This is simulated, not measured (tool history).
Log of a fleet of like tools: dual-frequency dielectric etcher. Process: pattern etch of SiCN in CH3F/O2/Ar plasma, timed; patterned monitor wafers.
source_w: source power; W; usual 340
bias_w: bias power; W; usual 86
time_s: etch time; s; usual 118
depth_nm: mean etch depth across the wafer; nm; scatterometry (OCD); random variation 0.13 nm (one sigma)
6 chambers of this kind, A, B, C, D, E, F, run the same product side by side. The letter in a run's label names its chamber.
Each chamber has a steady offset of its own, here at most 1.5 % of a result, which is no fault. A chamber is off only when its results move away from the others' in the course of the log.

run     day  source_w  bias_w  time_s  hours since the last wet clean  hours since the last source power generator calibration  hours since the last bias power generator calibration  read-back reference wafer on the same gauge, depth_nm  depth_nm
 1D   0.388       340      86     118                             201                                                     86.8                                                 1476.2                                                 45.186    44.623
 2E   0.671       340      86     118                           190.6                                                    371.8                                                   1999                                                 45.191    44.711
 3B   0.912       340      86     118                           443.1                                                     1138                                                 1699.1                                                 45.199    44.678
 4F   1.104       340      86     118                           210.7                                                   2554.6                                                 1929.4                                                 45.192     44.54
 5A   1.454       340      86     118                           421.2                                                    950.5                                                 2741.4                                                 45.208    44.499
      1.838  -- chamber C: wet clean of the chamber
 6C   1.842       340      86     118                             0.2                                                   4181.4                                                 2502.4                                                 45.204    44.573
 7B   2.112       340      86     118                           471.9                                                   1166.8                                                 1727.9                                                 45.188    44.981
 8A   2.392       340      86     118                           443.7                                                      973                                                 2763.9                                                 45.208    44.413
 9E   2.712       280      86     118                           239.6                                                    420.8                                                   2048                                                 45.184     41.77
10F    2.95       280      86     118                             255                                                   2598.9                                                 1973.7                                                 45.196     41.57
11C   3.283       280      86     118                            34.8                                                     4216                                                   2537                                                 45.157    41.543
12D   3.679       280      86     118                             280                                                    165.8                                                 1555.2                                                 45.198    41.392
13B   3.942       280      86     118                           515.8                                                   1210.7                                                 1771.8                                                 45.232    42.013
14C   4.296       280      86     118                            59.1                                                   4240.3                                                 2561.3                                                 45.209    41.573
15F   4.517       340      86     118                           292.6                                                   2636.5                                                 2011.3                                                 45.211    44.309
16E   4.704       340      86     118                           287.4                                                    468.6                                                 2095.8                                                 45.214     44.76
17D   5.058       340      86     118                           313.1                                                    198.9                                                 1588.3                                                 45.182    44.511
18A   5.462       340      86     118                           517.4                                                   1046.7                                                 2837.6                                                 45.183    44.109
19E   5.675       340      86     118                           310.7                                                    491.9                                                 2119.1                                                 45.192    44.651
      5.838  -- chamber A: wet clean of the chamber
20A   5.975       340      86     118                             3.4                                                     1059                                                 2849.9                                                 45.178    45.972
21C    6.25       340      86     118                             106                                                   4287.2                                                 2608.2                                                 45.211    44.716
22B   6.508       340      86     118                           577.4                                                   1272.3                                                 1833.4                                                 45.205    45.038
23F   6.879       340      86     118                           349.3                                                   2693.2                                                   2068                                                 45.205    44.468
24D   7.088       340      86     118                           361.8                                                    247.6                                                   1637                                                 45.213    44.623
25A   7.312       340      86     118                            35.5                                                   1091.1                                                   2882                                                 45.182    46.085
26C   7.688       340      86     118                           140.5                                                   4321.7                                                 2642.7                                                 45.198     44.52
      7.742  -- chamber D: bias power generator calibrated
27E   7.942       340      86     118                           365.1                                                    546.3                                                 2173.5                                                 45.199    44.665
28B   8.304       340      86     118                           620.5                                                   1315.4                                                 1876.5                                                   45.2    45.238
      8.604  -- chamber B: wet clean of the chamber
29F   8.608       290      86   137.5                           390.8                                                   2734.7                                                 2109.5                                                 45.246      48.7
      8.962  -- chamber F: wet clean of the chamber
30D   9.004       290      86   137.5                           407.8                                                    293.6                                                   30.4                                                 45.192    48.746
31A   9.396       290      86   137.5                            85.5                                                   1141.1                                                   2932                                                 45.211    50.788
      9.604  -- chamber C: source power generator calibrated
32F   9.792       290      86   137.5                              20                                                   2763.1                                                 2137.9                                                 45.177    48.814
33E  10.138       290      86   137.5                           417.8                                                      599                                                 2226.2                                                  45.21    48.987
34C  10.383       290      86   137.5                           205.2                                                     18.7                                                 2707.4                                                 45.198    48.972
35D  10.608       340      86     118                           446.3                                                    332.1                                                   68.9                                                 45.199    44.408
36B      11       340      86     118                            57.5                                                   1380.1                                                 1941.2                                                 45.228    44.965
37F  11.308       340      86     118                            56.4                                                   2799.5                                                 2174.3                                                 45.218     44.53
38D  11.662       340      86     118                           471.6                                                    357.4                                                   94.2                                                 45.183    44.387
39E  12.071       390      97     118                           464.2                                                    645.4                                                 2272.6                                                 45.218    49.401
40A  12.262       390      97     118                           154.3                                                   1209.9                                                 3000.8                                                 45.203    50.878
41B    12.5       390      97     118                            93.5                                                   1416.1                                                 1977.2                                                  45.24    49.197
42C  12.679       390      97     118                           260.3                                                     73.8                                                 2762.5                                                 45.218     48.99
43D  12.867       390      97     118                           500.5                                                    386.3                                                  123.1                                                 45.211    49.255

What goes on in this fleet: one chamber off, a drifting gauge, or nothing beyond the chambers' own small offsets? Name the chamber and the cause, if any.

A service left chamber A off against the others.
Cause: etch rate over this chamber's usual, % = 3.89.

Here are 4 candidates for chamber A's next run, each the usual settings with a change, their results left as question marks. Which one brings its results back in line with what the others give on the usual settings?
In line means no further than this from the other chambers' mean on the usual settings: depth_nm 0.46 nm
44A-1  13.158       340      86     119                                                                                                                                                                                                                ?
44A-2  13.158       340      84     118                                                                                                                                                                                                                ?
44A-3  13.158       340      86   114.5                                                                                                                                                                                                                ?
44A-4  13.158       340      87   121.5                                                                                                                                                                                                                ?

The other chambers' mean on the usual settings: depth_nm 44.645 nm
  run  depth_nm
44A-1    46.516
44A-2    45.732
44A-3    44.757
44A-4    47.694
44A-3 brings the chamber back in line.

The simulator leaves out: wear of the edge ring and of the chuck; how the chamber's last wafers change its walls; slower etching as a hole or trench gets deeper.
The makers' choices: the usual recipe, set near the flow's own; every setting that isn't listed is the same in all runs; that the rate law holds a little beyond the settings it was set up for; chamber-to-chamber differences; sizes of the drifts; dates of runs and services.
